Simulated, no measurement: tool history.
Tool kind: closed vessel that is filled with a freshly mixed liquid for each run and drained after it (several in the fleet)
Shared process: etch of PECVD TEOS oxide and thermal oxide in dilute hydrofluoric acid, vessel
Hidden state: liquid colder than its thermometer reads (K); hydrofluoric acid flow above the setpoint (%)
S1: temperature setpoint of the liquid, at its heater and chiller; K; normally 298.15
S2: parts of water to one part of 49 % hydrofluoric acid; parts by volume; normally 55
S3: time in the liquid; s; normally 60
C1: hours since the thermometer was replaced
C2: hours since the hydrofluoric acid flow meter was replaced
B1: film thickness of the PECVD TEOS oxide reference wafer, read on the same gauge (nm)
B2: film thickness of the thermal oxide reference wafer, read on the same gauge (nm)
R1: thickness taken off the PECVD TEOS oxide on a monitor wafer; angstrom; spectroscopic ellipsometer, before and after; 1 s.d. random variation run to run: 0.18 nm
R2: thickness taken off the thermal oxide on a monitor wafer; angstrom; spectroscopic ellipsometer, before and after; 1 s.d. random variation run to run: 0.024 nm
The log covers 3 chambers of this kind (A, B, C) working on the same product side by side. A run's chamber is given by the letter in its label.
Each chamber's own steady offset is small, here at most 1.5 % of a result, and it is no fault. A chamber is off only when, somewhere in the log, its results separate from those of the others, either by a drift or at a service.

run,day,S1,S2,S3,C1,C2,B1,B2,R1,R2
1C,0.4,298.15,55,60,871.6,67.8,119.98,89.989,220.74,56.704
2B,0.604,298.15,55,60,297.6,621.5,119.97,90.027,215.83,55.697
3A,0.954,298.15,55,60,2049.9,743.8,120,89.974,220.08,56.03
4C,1.325,298.15,55,60,893.8,90,119.99,89.977,214.53,56.727
5A,1.762,298.15,55,60,2069.3,763.2,120,89.989,217.92,56.076
6B,2.004,298.15,55,60,331.2,655.1,120.01,90.008,224.61,56.039
7A,2.433,298.15,55,60,2085.4,779.3,120.01,90.006,224.44,56.129
8B,2.762,298.15,55,60,349.4,673.3,119.99,90.01,218.75,55.845
9C,3.208,298.15,55,60,939,135.2,119.96,90.02,217.44,56.568
10A,3.679,298.15,55,60,2115.3,809.2,119.99,89.967,221.56,56.147
11B,3.979,298.15,55,60,378.6,702.5,120.03,89.972,217.88,55.671
12C,4.271,302.15,55,60,964.5,160.7,119.97,90.013,251.38,66.657
13B,4.679,302.15,55,60,395.4,719.3,119.99,90.005,254.55,65.301
14C,5.146,302.15,55,60,985.5,181.7,120.02,90.009,253.24,66.336
15A,5.579,298.15,55,35,2160.9,854.8,119.98,90.014,129.41,32.454
16A,5.858,298.15,55,35,2167.6,861.5,120,90.011,129.07,32.498
17C,6.175,298.15,55,35,1010.2,206.4,119.99,89.996,125.87,32.858
18B,6.629,298.15,55,60,442.2,766.1,120.03,89.98,220.78,55.429
19C,6.996,298.15,55,60,1029.9,226.1,120.02,90.011,216.41,56.909
20B,7.438,298.15,55,60,461.6,785.5,120,89.99,218.3,55.74
21A,7.792,298.15,55,60,2214,907.9,120.01,90.01,219.52,55.784
22C,8.017,298.15,55,60,1054.4,250.6,120.01,90.007,214.45,56.685
23B,8.392,298.15,55,60,484.5,808.4,119.99,89.995,220.37,55.64
24A,8.688,298.15,55,60,2235.5,929.4,119.99,89.986,218.68,56.336
25A,9.046,298.15,55,60,2244.1,938,120,90,219.91,56.017
26C,9.329,296.15,70,60,1085.9,282.1,119.96,89.977,154.71,40.428
27B,9.662,296.15,70,60,515,838.9,120.01,89.992,155.32,39.659
28B,9.888,296.15,70,60,520.4,844.3,119.99,90,155.5,39.542
29C,10.338,298.15,55,60,1110.1,306.3,119.95,90.009,216.55,56.572
30A,10.596,298.15,55,60,2281.3,975.2,120,89.988,220.2,55.769
31C,11.038,298.15,55,60,1126.9,323.1,120.01,90.005,219.23,56.769
32B,11.283,298.15,55,60,553.9,877.8,120.02,90.026,218.12,55.949
33A,11.571,298.15,55,60,2304.7,998.6,119.96,90.019,219.69,56.587
34A,11.958,298.15,55,60,2314,1007.9,120.01,90.001,219.07,55.934
# day 12.408: chamber B: thermometer replaced
35C,12.417,298.15,55,60,1160,356.2,120,89.984,217.18,56.738
36B,12.729,298.15,55,60,7.7,912.5,120.02,89.996,219.61,56.125

Is one chamber out of step, is the gauge drifting, or do the chambers differ by no more than their own small offsets? For an off chamber, give its letter and the likeliest cause.

Beyond each chamber's small constant offset nothing stands out, and the gauge stays steady.
